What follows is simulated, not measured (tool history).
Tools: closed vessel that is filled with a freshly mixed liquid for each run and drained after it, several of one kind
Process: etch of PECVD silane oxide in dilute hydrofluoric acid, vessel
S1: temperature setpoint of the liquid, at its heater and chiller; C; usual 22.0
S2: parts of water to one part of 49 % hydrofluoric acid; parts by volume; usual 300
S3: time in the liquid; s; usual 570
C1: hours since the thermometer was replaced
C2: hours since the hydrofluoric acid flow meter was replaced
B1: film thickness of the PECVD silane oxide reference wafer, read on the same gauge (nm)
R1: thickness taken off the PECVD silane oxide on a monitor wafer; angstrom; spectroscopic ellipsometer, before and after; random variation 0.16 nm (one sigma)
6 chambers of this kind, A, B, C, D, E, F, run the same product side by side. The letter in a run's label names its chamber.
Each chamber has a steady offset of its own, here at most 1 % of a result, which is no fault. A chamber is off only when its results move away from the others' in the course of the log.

{"hour": 7.8, "done": "chamber F: hydrofluoric acid flow meter replaced"}
{"run": "1B", "hour": 11.9, "S1": 22.0, "S2": 300, "S3": 570, "C1": 1563.0, "C2": 401.5, "B1": 40.0, "R1": 303.8}
{"hour": 17.4, "done": "chamber F: thermometer replaced"}
{"run": "2D", "hour": 19.3, "S1": 22.0, "S2": 300, "S3": 570, "C1": 1816.9, "C2": 1017.3, "B1": 40.023, "R1": 300.96}
{"run": "3E", "hour": 29.8, "S1": 22.0, "S2": 300, "S3": 570, "C1": 408.9, "C2": 975.0, "B1": 40.015, "R1": 307.08}
{"run": "4C", "hour": 40.4, "S1": 22.0, "S2": 300, "S3": 570, "C1": 591.7, "C2": 809.3, "B1": 39.983, "R1": 302.39}
{"run": "5A", "hour": 51.4, "S1": 22.0, "S2": 300, "S3": 570, "C1": 1988.5, "C2": 237.1, "B1": 40.016, "R1": 307.06}
{"hour": 51.9, "done": "chamber A: thermometer replaced"}
{"run": "6F", "hour": 60.8, "S1": 22.0, "S2": 300, "S3": 570, "C1": 43.4, "C2": 53.1, "B1": 39.984, "R1": 304.59}
{"run": "7E", "hour": 71.5, "S1": 22.0, "S2": 300, "S3": 570, "C1": 450.6, "C2": 1016.7, "B1": 39.975, "R1": 304.23}
{"run": "8D", "hour": 83.4, "S1": 22.0, "S2": 300, "S3": 570, "C1": 1881.0, "C2": 1081.4, "B1": 39.962, "R1": 302.55}
{"run": "9B", "hour": 95.2, "S1": 22.0, "S2": 300, "S3": 570, "C1": 1646.3, "C2": 484.8, "B1": 40.001, "R1": 303.84}
{"run": "10A", "hour": 103.9, "S1": 22.0, "S2": 300, "S3": 570, "C1": 52.1, "C2": 289.6, "B1": 39.987, "R1": 308.37}
{"run": "11F", "hour": 109.7, "S1": 22.0, "S2": 355, "S3": 570, "C1": 92.3, "C2": 102.0, "B1": 40.035, "R1": 244.31}
{"run": "12C", "hour": 117.0, "S1": 22.0, "S2": 355, "S3": 570, "C1": 668.3, "C2": 885.9, "B1": 39.981, "R1": 241.79}
{"run": "13A", "hour": 128.2, "S1": 22.0, "S2": 355, "S3": 570, "C1": 76.4, "C2": 313.9, "B1": 39.991, "R1": 245.36}
{"run": "14D", "hour": 137.5, "S1": 22.0, "S2": 355, "S3": 570, "C1": 1935.1, "C2": 1135.5, "B1": 40.006, "R1": 243.17}
{"run": "15C", "hour": 147.6, "S1": 22.0, "S2": 355, "S3": 570, "C1": 698.9, "C2": 916.5, "B1": 40.001, "R1": 240.21}
{"run": "16E", "hour": 158.5, "S1": 22.0, "S2": 355, "S3": 570, "C1": 537.6, "C2": 1103.7, "B1": 40.003, "R1": 247.14}
{"run": "17B", "hour": 168.8, "S1": 22.0, "S2": 300, "S3": 570, "C1": 1719.9, "C2": 558.4, "B1": 39.939, "R1": 304.59}
{"run": "18F", "hour": 177.2, "S1": 22.0, "S2": 300, "S3": 570, "C1": 159.8, "C2": 169.5, "B1": 40.023, "R1": 302.9}
{"run": "19D", "hour": 184.8, "S1": 26.5, "S2": 300, "S3": 570, "C1": 1982.4, "C2": 1182.8, "B1": 40.025, "R1": 353.66}
{"run": "20E", "hour": 190.8, "S1": 26.5, "S2": 300, "S3": 570, "C1": 569.9, "C2": 1136.0, "B1": 40.028, "R1": 363.49}
{"hour": 195.7, "done": "chamber B: hydrofluoric acid flow meter replaced"}
{"run": "21A", "hour": 198.8, "S1": 26.5, "S2": 300, "S3": 570, "C1": 147.0, "C2": 384.5, "B1": 40.059, "R1": 358.18}
{"run": "22B", "hour": 206.7, "S1": 26.5, "S2": 300, "S3": 570, "C1": 1757.8, "C2": 11.0, "B1": 39.964, "R1": 353.68}
{"run": "23F", "hour": 216.0, "S1": 26.5, "S2": 300, "S3": 570, "C1": 198.6, "C2": 208.3, "B1": 40.015, "R1": 355.85}
{"run": "24C", "hour": 224.5, "S1": 26.5, "S2": 300, "S3": 570, "C1": 775.8, "C2": 993.4, "B1": 40.009, "R1": 353.76}
{"run": "25D", "hour": 232.9, "S1": 22.0, "S2": 300, "S3": 570, "C1": 2030.5, "C2": 1230.9, "B1": 39.966, "R1": 304.53}
{"run": "26F", "hour": 242.3, "S1": 22.0, "S2": 300, "S3": 570, "C1": 224.9, "C2": 234.6, "B1": 39.947, "R1": 303.83}
{"run": "27A", "hour": 252.6, "S1": 22.0, "S2": 300, "S3": 570, "C1": 200.8, "C2": 438.3, "B1": 39.983, "R1": 308.67}
{"run": "28E", "hour": 263.2, "S1": 22.0, "S2": 300, "S3": 570, "C1": 642.3, "C2": 1208.4, "B1": 40.003, "R1": 314.82}
{"hour": 267.6, "done": "chamber C: thermometer replaced"}
{"run": "29C", "hour": 270.4, "S1": 22.0, "S2": 300, "S3": 570, "C1": 2.9, "C2": 1039.3, "B1": 39.984, "R1": 302.55}
{"run": "30B", "hour": 280.6, "S1": 22.0, "S2": 300, "S3": 570, "C1": 1831.7, "C2": 84.9, "B1": 40.0, "R1": 304.58}
{"run": "31D", "hour": 291.4, "S1": 22.0, "S2": 300, "S3": 570, "C1": 2089.0, "C2": 1289.4, "B1": 40.02, "R1": 304.58}
{"run": "32E", "hour": 299.8, "S1": 22.0, "S2": 445, "S3": 570, "C1": 678.9, "C2": 1245.0, "B1": 39.979, "R1": 188.08}
{"run": "33C", "hour": 305.9, "S1": 22.0, "S2": 445, "S3": 570, "C1": 38.4, "C2": 1074.8, "B1": 39.981, "R1": 175.92}
{"run": "34A", "hour": 316.5, "S1": 22.0, "S2": 445, "S3": 570, "C1": 264.7, "C2": 502.2, "B1": 40.018, "R1": 181.74}
{"run": "35F", "hour": 325.2, "S1": 22.0, "S2": 445, "S3": 570, "C1": 307.8, "C2": 317.5, "B1": 40.008, "R1": 179.78}
{"run": "36B", "hour": 333.1, "S1": 22.0, "S2": 445, "S3": 570, "C1": 1884.2, "C2": 137.4, "B1": 39.989, "R1": 181.63}
{"run": "37C", "hour": 338.3, "S1": 22.0, "S2": 445, "S3": 570, "C1": 70.8, "C2": 1107.2, "B1": 39.999, "R1": 176.92}
{"run": "38B", "hour": 344.8, "S1": 22.0, "S2": 225, "S3": 465, "C1": 1895.9, "C2": 149.1, "B1": 39.995, "R1": 357.15}
{"run": "39A", "hour": 351.2, "S1": 22.0, "S2": 225, "S3": 465, "C1": 299.4, "C2": 536.9, "B1": 39.979, "R1": 354.96}
{"run": "40D", "hour": 356.9, "S1": 22.0, "S2": 225, "S3": 465, "C1": 2154.5, "C2": 1354.9, "B1": 39.985, "R1": 356.52}
{"run": "41F", "hour": 365.6, "S1": 22.0, "S2": 225, "S3": 465, "C1": 348.2, "C2": 357.9, "B1": 40.003, "R1": 355.35}
{"run": "42E", "hour": 374.3, "S1": 22.0, "S2": 225, "S3": 465, "C1": 753.4, "C2": 1319.5, "B1": 39.966, "R1": 380.41}
{"run": "43A", "hour": 380.5, "S1": 22.0, "S2": 225, "S3": 465, "C1": 328.7, "C2": 566.2, "B1": 40.013, "R1": 360.2}
{"run": "44D", "hour": 389.8, "S1": 22.0, "S2": 300, "S3": 570, "C1": 2187.4, "C2": 1387.8, "B1": 39.964, "R1": 302.93}

What goes on in this fleet: one chamber off, a drifting gauge, or nothing beyond the chambers' own small offsets? Name the chamber and the cause, if any.

Chamber E drifts away from the others.
Cause: hydrofluoric acid flow above the setpoint (%) = 5.14.
The log may not tell that from: liquid hotter than its thermometer reads (K).

Here are 4 candidates for chamber E's next run, each the usual settings with a change, their results left as question marks. Which one brings its results back in line with what the others give on the usual settings?
In line means no further than this from the other chambers' mean on the usual settings: R1 5.50 angstrom
{"run": "45E-1", "hour": 398.3, "S1": 22.0, "S2": 305, "S3": 570, "R1": "?"}
{"run": "45E-2", "hour": 398.3, "S1": 22.0, "S2": 310, "S3": 550, "R1": "?"}
{"run": "45E-3", "hour": 398.3, "S1": 22.0, "S2": 290, "S3": 590, "R1": "?"}
{"run": "45E-4", "hour": 398.3, "S1": 22.0, "S2": 295, "S3": 570, "R1": "?"}

The other chambers' mean on the usual settings: R1 303.94 angstrom
run=45E-1 R1=319.48
run=45E-2 R1=301.85
run=45E-3 R1=352.86
run=45E-4 R1=333.50
45E-2 brings the chamber back in line.
